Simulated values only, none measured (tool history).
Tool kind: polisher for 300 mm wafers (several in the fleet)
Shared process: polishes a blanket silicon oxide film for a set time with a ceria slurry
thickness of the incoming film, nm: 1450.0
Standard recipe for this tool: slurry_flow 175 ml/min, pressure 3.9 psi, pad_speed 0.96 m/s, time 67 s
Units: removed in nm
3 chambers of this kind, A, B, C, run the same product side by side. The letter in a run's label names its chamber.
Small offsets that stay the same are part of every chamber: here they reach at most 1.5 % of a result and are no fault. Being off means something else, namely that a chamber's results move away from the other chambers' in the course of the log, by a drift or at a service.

run,hour,slurry_flow,pressure,pad_speed,time,removed
1C,5,175,3.9,0.96,67,344.1
2A,14.1,175,3.9,0.96,67,349.39
3B,18.2,175,3.9,0.96,67,342.39
4A,27,175,3.9,0.96,67,350.96
5B,32,175,3.9,0.96,67,342.25
6C,36.9,175,3.9,0.96,67,343.36
# hour 38.1: chamber B: worn pad replaced by a new one
7B,43.6,175,3.9,0.96,67,343.73
8C,48.9,150,3.9,1.16,67,408.79
9A,55,150,3.9,1.16,67,405.14
10C,60.9,150,3.9,1.16,67,408.93
11B,65.3,175,3.9,0.96,67,344.62
12A,74.4,175,3.9,0.96,67,343.47
13B,80.6,175,3.9,0.96,67,338.16
# hour 82.6: chamber C: worn pad replaced by a new one
14C,85.1,175,3.9,0.96,67,346.37
15A,92.1,175,3.9,0.96,67,338
16B,98.8,175,3.9,0.96,67,339.54
# hour 101.7: chamber A: slurry nozzle cleaned
17A,107.8,175,3.9,0.96,67,338.95
18C,116.3,175,3.9,0.96,67,342.15
19B,121,175,3.9,0.96,67,343.47
20C,125.3,175,3.9,0.96,67,352.45
21A,132.6,175,3.9,0.96,67,330.15
22B,140.9,175,3.9,0.96,67,343.98
23C,150,175,3.9,0.96,67,342.74
24A,154.6,175,3.9,0.96,67,322.61
25C,161,175,3.9,0.96,67,345.62
26A,167.4,175,2.9,0.96,50,177.5
# hour 173.3: chamber B: worn pad replaced by a new one
27B,173.4,175,2.9,0.96,50,192.32
28C,179.9,175,2.9,0.96,50,191.92

All 3 chambers run these settings next. Forecast each chamber's results:
29A,186.5,175,3.9,0.96,87,?
29B,186.5,175,3.9,0.96,87,?
29C,186.5,175,3.9,0.96,87,?

run,removed
29A,406.7
29B,441.95
29C,456.54
